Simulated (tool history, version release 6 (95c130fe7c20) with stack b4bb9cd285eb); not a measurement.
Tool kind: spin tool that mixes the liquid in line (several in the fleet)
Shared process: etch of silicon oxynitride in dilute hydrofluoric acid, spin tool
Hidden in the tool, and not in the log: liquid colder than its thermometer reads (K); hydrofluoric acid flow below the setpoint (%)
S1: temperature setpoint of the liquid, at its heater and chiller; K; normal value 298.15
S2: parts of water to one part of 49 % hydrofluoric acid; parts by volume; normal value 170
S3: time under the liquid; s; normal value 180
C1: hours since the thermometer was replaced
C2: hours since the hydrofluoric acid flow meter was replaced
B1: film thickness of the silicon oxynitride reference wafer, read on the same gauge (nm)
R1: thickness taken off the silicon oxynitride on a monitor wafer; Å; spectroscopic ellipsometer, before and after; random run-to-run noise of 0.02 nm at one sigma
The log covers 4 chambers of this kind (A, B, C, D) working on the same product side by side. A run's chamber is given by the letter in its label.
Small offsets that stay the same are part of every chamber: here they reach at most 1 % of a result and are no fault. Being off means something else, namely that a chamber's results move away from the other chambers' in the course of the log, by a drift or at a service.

run 1C hour=8 | S1=298.15 S2=170 S3=180 | C1=724.4 C2=1503.9 | B1=50.001 | R1=27.493
run 2B hour=14 | S1=298.15 S2=170 S3=180 | C1=241.3 C2=158.9 | B1=50.006 | R1=27.08
run 3D hour=19.8 | S1=298.15 S2=170 S3=180 | C1=53.2 C2=1056.6 | B1=49.991 | R1=27.646
run 4A hour=25.9 | S1=298.15 S2=170 S3=180 | C1=275.4 C2=572.3 | B1=50.011 | R1=27.263
run 5B hour=31.2 | S1=298.15 S2=170 S3=180 | C1=258.5 C2=176.1 | B1=50.002 | R1=27.446
run 6C hour=37.8 | S1=298.15 S2=170 S3=180 | C1=754.2 C2=1533.7 | B1=49.981 | R1=27.868
run 7A hour=47 | S1=298.15 S2=170 S3=180 | C1=296.5 C2=593.4 | B1=50.013 | R1=27.701
run 8D hour=55.6 | S1=298.15 S2=170 S3=180 | C1=89 C2=1092.4 | B1=49.992 | R1=27.588
run 9B hour=65.2 | S1=298.15 S2=170 S3=180 | C1=292.5 C2=210.1 | B1=50 | R1=27.135
run 10D hour=71.7 | S1=298.15 S2=170 S3=180 | C1=105.1 C2=1108.5 | B1=50.01 | R1=27.575
run 11A hour=76.2 | S1=298.15 S2=170 S3=180 | C1=325.7 C2=622.6 | B1=49.994 | R1=27.354
run 12C hour=82.6 | S1=298.15 S2=170 S3=180 | C1=799 C2=1578.5 | B1=50.01 | R1=27.472
run 13C hour=92.1 | S1=298.15 S2=170 S3=180 | C1=808.5 C2=1588 | B1=50.002 | R1=27.391
run 14D hour=101.1 | S1=301.65 S2=170 S3=180 | C1=134.5 C2=1137.9 | B1=49.988 | R1=31.579
run 15A hour=107.7 | S1=301.65 S2=170 S3=180 | C1=357.2 C2=654.1 | B1=50.016 | R1=31.789
run 16B hour=112.2 | S1=301.65 S2=170 S3=180 | C1=339.5 C2=257.1 | B1=50.008 | R1=31.67
run 17C hour=117.3 | S1=301.65 S2=170 S3=180 | C1=833.7 C2=1613.2 | B1=50.027 | R1=32.378
run 18D hour=124.6 | S1=298.15 S2=170 S3=180 | C1=158 C2=1161.4 | B1=50.014 | R1=27.373
run 19A hour=134 | S1=298.15 S2=170 S3=180 | C1=383.5 C2=680.4 | B1=50.001 | R1=27.463
run 20B hour=138.6 | S1=298.15 S2=170 S3=180 | C1=365.9 C2=283.5 | B1=49.983 | R1=27.09
run 21A hour=147 | S1=298.15 S2=170 S3=180 | C1=396.5 C2=693.4 | B1=49.996 | R1=27.555
run 22D hour=153.9 | S1=298.15 S2=170 S3=180 | C1=187.3 C2=1190.7 | B1=50.001 | R1=27.348
-- hour=154.4 chamber A: hydrofluoric acid flow meter replaced
run 23C hour=158.9 | S1=298.15 S2=170 S3=180 | C1=875.3 C2=1654.8 | B1=49.989 | R1=27.293
run 24B hour=168.8 | S1=298.15 S2=170 S3=180 | C1=396.1 C2=313.7 | B1=50.006 | R1=27.008
run 25B hour=177.8 | S1=298.15 S2=170 S3=180 | C1=405.1 C2=322.7 | B1=49.996 | R1=27.019
run 26C hour=186.2 | S1=298.15 S2=170 S3=180 | C1=902.6 C2=1682.1 | B1=50.01 | R1=27.616
run 27A hour=195.5 | S1=298.15 S2=170 S3=180 | C1=445 C2=41.2 | B1=50.003 | R1=27.579
run 28D hour=200.1 | S1=298.15 S2=170 S3=180 | C1=233.5 C2=1236.9 | B1=50.005 | R1=27.342
run 29D hour=205.5 | S1=298.15 S2=170 S3=180 | C1=238.9 C2=1242.3 | B1=50.013 | R1=27.978
run 30C hour=213.1 | S1=298.15 S2=170 S3=180 | C1=929.5 C2=1709 | B1=50.018 | R1=27.533
run 31A hour=218.7 | S1=298.15 S2=170 S3=180 | C1=468.2 C2=64.4 | B1=49.98 | R1=27.442
run 32B hour=227.3 | S1=298.15 S2=170 S3=180 | C1=454.6 C2=372.2 | B1=49.993 | R1=27.179
run 33C hour=234.5 | S1=298.15 S2=105 S3=180 | C1=950.9 C2=1730.4 | B1=50.002 | R1=47.295
run 34D hour=239.5 | S1=298.15 S2=105 S3=180 | C1=272.9 C2=1276.3 | B1=50.002 | R1=47.377
run 35B hour=246 | S1=298.15 S2=105 S3=180 | C1=473.3 C2=390.9 | B1=49.991 | R1=45.93

All chambers now run identical settings, listed one chamber a line with results as question marks. What results will each chamber show?
run 36A hour=253.2 | S1=298.15 S2=200 S3=180 | R1=?
run 36B hour=253.2 | S1=298.15 S2=200 S3=180 | R1=?
run 36C hour=253.2 | S1=298.15 S2=200 S3=180 | R1=?
run 36D hour=253.2 | S1=298.15 S2=200 S3=180 | R1=?

run=36A R1=22.941
run=36B R1=22.935
run=36C R1=22.855
run=36D R1=22.9
